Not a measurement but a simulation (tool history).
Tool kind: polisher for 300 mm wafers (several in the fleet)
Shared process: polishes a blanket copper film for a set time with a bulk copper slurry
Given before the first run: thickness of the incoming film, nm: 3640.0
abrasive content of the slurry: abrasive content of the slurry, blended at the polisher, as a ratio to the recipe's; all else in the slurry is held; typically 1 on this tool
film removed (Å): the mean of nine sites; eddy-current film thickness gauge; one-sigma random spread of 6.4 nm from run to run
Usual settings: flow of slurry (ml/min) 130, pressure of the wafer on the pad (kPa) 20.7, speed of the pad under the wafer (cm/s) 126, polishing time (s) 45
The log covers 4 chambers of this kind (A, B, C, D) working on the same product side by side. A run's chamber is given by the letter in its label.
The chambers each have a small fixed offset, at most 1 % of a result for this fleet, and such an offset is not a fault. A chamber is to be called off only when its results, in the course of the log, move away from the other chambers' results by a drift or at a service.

run	hour	flow of slurry (ml/min)	pressure of the wafer on the pad (kPa)	speed of the pad under the wafer (cm/s)	abrasive content of the slurry	polishing time (s)	film removed (Å)
# hour 0.6: chamber A: slurry blender recalibrated
1A	4.4	130	20.7	126	1	45	6393.5
2C	9.1	130	20.7	126	1	45	6452.7
3D	14	130	20.7	126	1	45	6412.2
4B	22.5	130	20.7	126	1	45	6298.2
# hour 25.8: chamber C: slurry blender recalibrated
# hour 27.8: chamber B: slurry nozzle cleaned
5A	28.8	130	24.8	126	0.75	45	7304.6
# hour 29.7: chamber B: worn pad replaced by a new one
# hour 30.4: chamber C: worn pad replaced by a new one
6D	37.3	130	24.8	126	0.75	45	7210
7C	45.3	130	24.8	126	0.75	45	7340.7
8B	52.4	130	24.8	126	0.75	45	7218.8
9B	60.1	130	20.7	126	1	45	6437.3
10D	65.4	130	20.7	126	1	45	6354.9
# hour 70.2: chamber D: worn pad replaced by a new one
# hour 70.5: chamber A: worn pad replaced by a new one
11A	73.7	130	20.7	126	1	45	6256.3
# hour 75.5: chamber C: worn pad replaced by a new one
12C	80.7	130	20.7	126	1	45	6442.7
13D	88.4	130	26.2	126	0.85	45	8029.9
14B	93.6	130	26.2	126	0.85	45	7822.2
15A	101.3	130	26.2	126	0.85	45	7758
# hour 108.7: chamber D: head pressure recalibrated
16C	109.8	130	26.2	126	0.85	45	7849.4
# hour 110.9: chamber B: worn pad replaced by a new one
17A	117.7	130	20.7	126	1	45	6230.4
# hour 119.3: chamber C: worn pad replaced by a new one
18B	126.3	130	20.7	126	1	45	6441
# hour 131: chamber D: worn pad replaced by a new one
19D	131.9	130	20.7	126	1	45	6442.7
# hour 134.5: chamber D: slurry blender recalibrated
20C	138	130	20.7	126	1	45	6467.4
21A	146	130	20.7	126	1	45	5962.2
22C	154.6	130	20.7	126	1	45	6431.4
23B	159.4	130	20.7	126	1	45	6440.8
# hour 161.7: chamber C: worn pad replaced by a new one
# hour 166.1: chamber A: head pressure recalibrated
# hour 166.8: chamber A: worn pad replaced by a new one
24D	167	130	20.7	126	1	45	6422.5
# hour 174.7: chamber B: slurry blender recalibrated
25C	175.1	130	20.7	126	1	45	6398
26D	179.9	130	20.7	126	1	45	6435.5
27A	186.5	130	20.7	126	1	45	5958.8
28B	191.4	130	20.7	126	1	45	6406.7

Next, every chamber runs the same settings. What will each give?
29A	198.4	150	20.7	126	1	45	?
29B	198.4	150	20.7	126	1	45	?
29C	198.4	150	20.7	126	1	45	?
29D	198.4	150	20.7	126	1	45	?

run	film removed (Å)
29A	6080.7
29B	6468.9
29C	6536.2
29D	6532.8

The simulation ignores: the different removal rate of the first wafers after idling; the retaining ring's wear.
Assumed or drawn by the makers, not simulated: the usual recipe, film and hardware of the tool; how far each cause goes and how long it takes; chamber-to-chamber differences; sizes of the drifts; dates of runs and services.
